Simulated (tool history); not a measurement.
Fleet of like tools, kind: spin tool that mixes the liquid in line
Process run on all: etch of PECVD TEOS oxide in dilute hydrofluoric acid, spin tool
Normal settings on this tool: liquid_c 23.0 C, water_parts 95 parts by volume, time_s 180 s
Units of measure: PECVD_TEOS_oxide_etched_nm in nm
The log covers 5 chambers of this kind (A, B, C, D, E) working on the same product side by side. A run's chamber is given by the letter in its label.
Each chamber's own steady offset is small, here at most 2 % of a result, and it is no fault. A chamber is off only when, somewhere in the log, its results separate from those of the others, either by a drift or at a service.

run   hour  liquid_c  water_parts  time_s  read-back film thickness of the PECVD TEOS oxide reference wafer, read on the same gauge (nm)  PECVD_TEOS_oxide_etched_nm
 1B   11.6      23.0           95     180                                                                                         79.995                      32.848
 2D   18.3      23.0           95     180                                                                                         80.017                      32.985
 3C   23.9      23.0           95     180                                                                                         79.981                      33.238
 4A   29.6      23.0           95     180                                                                                         79.983                      33.143
 5E   35.8      23.0           95     180                                                                                         79.968                      32.296
 6A   47.3      23.0           95     180                                                                                         79.999                      32.945
 7D   58.2      23.0           95     180                                                                                         79.972                      32.448
 8C   68.6      23.0           95     180                                                                                         80.018                      33.048
 9E   74.3      23.0           95     180                                                                                         80.014                      33.361
10B   82.3      23.0           95     180                                                                                         79.960                      33.009
11A   90.2      23.0           95     180                                                                                         79.992                      32.862
12D  101.2      23.0           95     180                                                                                         79.984                      33.421
13B  111.2      23.0           95     180                                                                                         79.989                      32.495
14E  116.9      23.0           95     180                                                                                         79.993                      33.106
15C  122.5      23.0           95     180                                                                                         80.026                      33.299
16A  129.1      23.0           95     180                                                                                         79.993                      33.420
17C  137.0      20.0          110     180                                                                                         79.982                      25.075
18D  148.2      20.0          110     180                                                                                         80.006                      24.871
19B  157.6      20.0          110     180                                                                                         79.996                      24.845
20E  164.9      20.0          110     180                                                                                         80.022                      24.662
21B  176.5      20.0          110     180                                                                                         80.006                      24.653
22D  187.8      23.0           95     180                                                                                         80.056                      33.042
23A  196.8      23.0           95     180                                                                                         80.022                      33.003
24E  204.4      23.0           95     180                                                                                         80.038                      33.066
     205.7  -- chamber B: thermometer replaced
25C  215.8      23.0           95     180                                                                                         80.067                      33.686
26B  227.7      23.0           95     180                                                                                         79.990                      33.036
27C  239.3      23.0           95     180                                                                                         80.014                      33.226
28E  245.2      23.0           95     180                                                                                         80.012                      33.127
29A  250.6      23.0           95     180                                                                                         80.047                      32.913
30D  260.6      27.0           95     215                                                                                         80.011                      45.789
31A  271.5      27.0           95     215                                                                                         80.027                      46.248
32D  283.5      27.0           95     215                                                                                         80.028                      45.482
33B  290.8      27.0           95     215                                                                                         79.967                      46.600
34C  301.7      27.0           95     215                                                                                         79.976                      46.000
35E  311.2      23.0           70     225                                                                                         79.992                      56.949
36B  319.3      23.0           70     225                                                                                         79.978                      57.968
37E  326.7      23.0           70     225                                                                                         80.010                      57.029
38D  335.9      23.0           70     225                                                                                         79.977                      56.614
39C  346.2      23.0           70     225                                                                                         79.991                      58.401
40A  353.0      23.0           95     180                                                                                         79.986                      32.821
41A  361.8      23.0           95     180                                                                                         79.968                      33.357
42D  372.6      26.5           70     180                                                                                         80.013                      53.475
43C  383.2      26.5           70     180                                                                                         79.993                      53.403
44E  389.4      26.5           70     180                                                                                         79.951                      52.872

The same settings go to every chamber for the next run, one line per chamber below. Forecast the results for each:
45A  398.2      23.0           50     180                                                                                                                          ?
45B  398.2      23.0           50     180                                                                                                                          ?
45C  398.2      23.0           50     180                                                                                                                          ?
45D  398.2      23.0           50     180                                                                                                                          ?
45E  398.2      23.0           50     180                                                                                                                          ?

run  PECVD_TEOS_oxide_etched_nm
45A                      67.044
45B                      66.033
45C                      67.836
45D                      65.911
45E                      66.171

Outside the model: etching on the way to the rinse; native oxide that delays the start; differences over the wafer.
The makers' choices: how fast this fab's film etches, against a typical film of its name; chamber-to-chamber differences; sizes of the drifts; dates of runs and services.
